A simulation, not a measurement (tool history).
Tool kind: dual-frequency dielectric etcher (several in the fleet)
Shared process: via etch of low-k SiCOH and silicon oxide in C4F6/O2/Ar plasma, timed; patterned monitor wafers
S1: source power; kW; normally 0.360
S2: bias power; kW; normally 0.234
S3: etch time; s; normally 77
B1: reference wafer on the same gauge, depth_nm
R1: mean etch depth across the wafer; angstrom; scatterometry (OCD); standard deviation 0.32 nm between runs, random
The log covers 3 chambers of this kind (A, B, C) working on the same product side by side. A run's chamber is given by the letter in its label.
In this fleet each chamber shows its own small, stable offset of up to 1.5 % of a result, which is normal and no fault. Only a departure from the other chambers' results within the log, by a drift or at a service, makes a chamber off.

run    day     S1     S2  S3      B1      R1
 1A  0.596  0.360  0.234  77  255.99  2247.4
 2B  1.042  0.360  0.234  77  256.13  2233.3
 3C  1.354  0.360  0.234  77  256.17  2245.6
 4B  1.654  0.360  0.234  77  256.20  2232.0
 5C  2.054  0.360  0.234  77  256.30  2248.3
 6A  2.446  0.360  0.234  77  256.26  2246.2
 7C  3.021  0.360  0.234  77  256.46  2246.0
     3.425  -- chamber C: wet clean of the chamber
 8A  3.542  0.360  0.234  77  256.54  2244.4
 9B  3.888  0.360  0.234  77  256.57  2234.4
10C  4.379  0.360  0.234  77  256.64  2254.0
11A  4.750  0.360  0.234  77  256.70  2246.9
12B  5.188  0.360  0.234  77  256.75  2240.6
13C  5.679  0.360  0.234  77  256.79  2262.6
14B  6.229  0.360  0.234  77  256.87  2242.3
15A  6.550  0.360  0.234  77  256.99  2254.4
16A  6.883  0.360  0.234  77  256.99  2252.2
17B  7.229  0.360  0.234  77  257.19  2235.1
18C  7.738  0.360  0.234  77  257.16  2258.7
19A  8.275  0.360  0.234  77  257.25  2250.6
20B  8.567  0.360  0.234  77  257.37  2239.2
21C  8.858  0.360  0.234  77  257.23  2258.4
22C  9.483  0.360  0.234  77  257.33  2257.4
23B  9.992  0.430  0.205  77  257.53  2302.9

Next, every chamber runs the same settings. What will each give?
24A  10.467  0.410  0.234  77       ?
24B  10.467  0.410  0.234  77       ?
24C  10.467  0.410  0.234  77       ?

run      R1
24A  2365.8
24B  2358.1
24C  2380.8
